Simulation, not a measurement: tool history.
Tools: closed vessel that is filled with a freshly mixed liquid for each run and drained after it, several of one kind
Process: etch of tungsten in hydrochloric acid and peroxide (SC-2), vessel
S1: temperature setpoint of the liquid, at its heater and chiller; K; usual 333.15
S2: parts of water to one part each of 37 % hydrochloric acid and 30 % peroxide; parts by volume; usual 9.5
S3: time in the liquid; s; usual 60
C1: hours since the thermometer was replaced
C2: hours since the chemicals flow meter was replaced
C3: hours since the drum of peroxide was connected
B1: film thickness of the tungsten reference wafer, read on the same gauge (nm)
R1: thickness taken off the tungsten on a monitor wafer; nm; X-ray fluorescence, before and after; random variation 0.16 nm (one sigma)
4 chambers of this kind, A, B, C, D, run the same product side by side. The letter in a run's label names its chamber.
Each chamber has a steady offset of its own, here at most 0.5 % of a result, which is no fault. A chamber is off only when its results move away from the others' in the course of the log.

run	hour	S1	S2	S3	C1	C2	C3	B1	R1
1B	4.2	333.15	9.5	60	411.1	14.9	846.6	130.01	26.447
2C	11.9	333.15	9.5	60	535.2	412.5	134.2	129.99	26.311
3D	21	333.15	9.5	60	691.8	829.8	185.8	130.02	26.672
4A	28.6	333.15	9.5	60	970.9	1019.6	53.2	129.98	26.407
5A	34.1	333.15	9.5	60	976.4	1025.1	58.7	129.99	26.35
6D	43.2	333.15	9.5	90	714	852	208	130.02	39.253
7B	49	333.15	9.5	90	455.9	59.7	891.4	129.99	39.263
8C	56.5	333.15	9.5	90	579.8	457.1	178.8	130	39.302
9C	64.9	333.15	9.5	90	588.2	465.5	187.2	130	39.787
10A	69	333.15	9.5	60	1011.3	1060	93.6	129.99	26.495
11B	77.5	341.65	9.5	60	484.4	88.2	919.9	130	44.546
12D	86.4	341.65	9.5	60	757.2	895.2	251.2	130.01	44.071
13D	94.2	341.65	9.5	60	765	903	259	130.01	44.269
14C	100.8	341.65	9.5	60	624.1	501.4	223.1	129.99	43.476
15B	105.4	333.15	9.5	60	512.3	116.1	947.8	130.01	26.207
16A	111.7	333.15	9.5	60	1054	1102.7	136.3	129.98	26.591
17B	116.8	333.15	9.5	60	523.7	127.5	959.2	130.02	26.286
18A	122.3	333.15	9.5	60	1064.6	1113.3	146.9	130.03	26.394
19D	126.7	333.15	9.5	60	797.5	935.5	291.5	129.98	26.523
20C	134.7	333.15	9.5	60	658	535.3	257	129.99	26.429
21C	143.1	333.15	9.5	60	666.4	543.7	265.4	130.01	26.718
22B	148.1	333.15	9.5	60	555	158.8	990.5	129.98	26.321
# hour 148.2: chamber B: new drum of peroxide connected
23A	155.7	333.15	9.5	60	1098	1146.7	180.3	129.99	26.263
24D	164.4	333.15	9.5	60	835.2	973.2	329.2	129.98	26.416
# hour 167.3: chamber D: thermometer replaced
25C	169	333.15	6.5	60	692.3	569.6	291.3	129.99	35.441
26A	177.4	333.15	6.5	60	1119.7	1168.4	202	130	35.878
27D	181.4	333.15	6.5	60	14.2	990.2	346.2	130.02	35.818
28B	188.9	333.15	6.5	60	595.8	199.6	40.7	129.99	35.263
29C	196.5	333.15	9.5	60	719.8	597.1	318.8	130.01	26.634
30B	203.6	327.15	9.5	30	610.5	214.3	55.4	129.96	8.9517
31A	211.9	327.15	9.5	30	1154.2	1202.9	236.5	130.03	8.9917

All 4 chambers run these settings next. Forecast each chamber's results:
32A	218.5	333.15	9.5	60					?
32B	218.5	333.15	9.5	60					?
32C	218.5	333.15	9.5	60					?
32D	218.5	333.15	9.5	60					?

run	R1
32A	26.579
32B	26.446
32C	26.511
32D	26.258
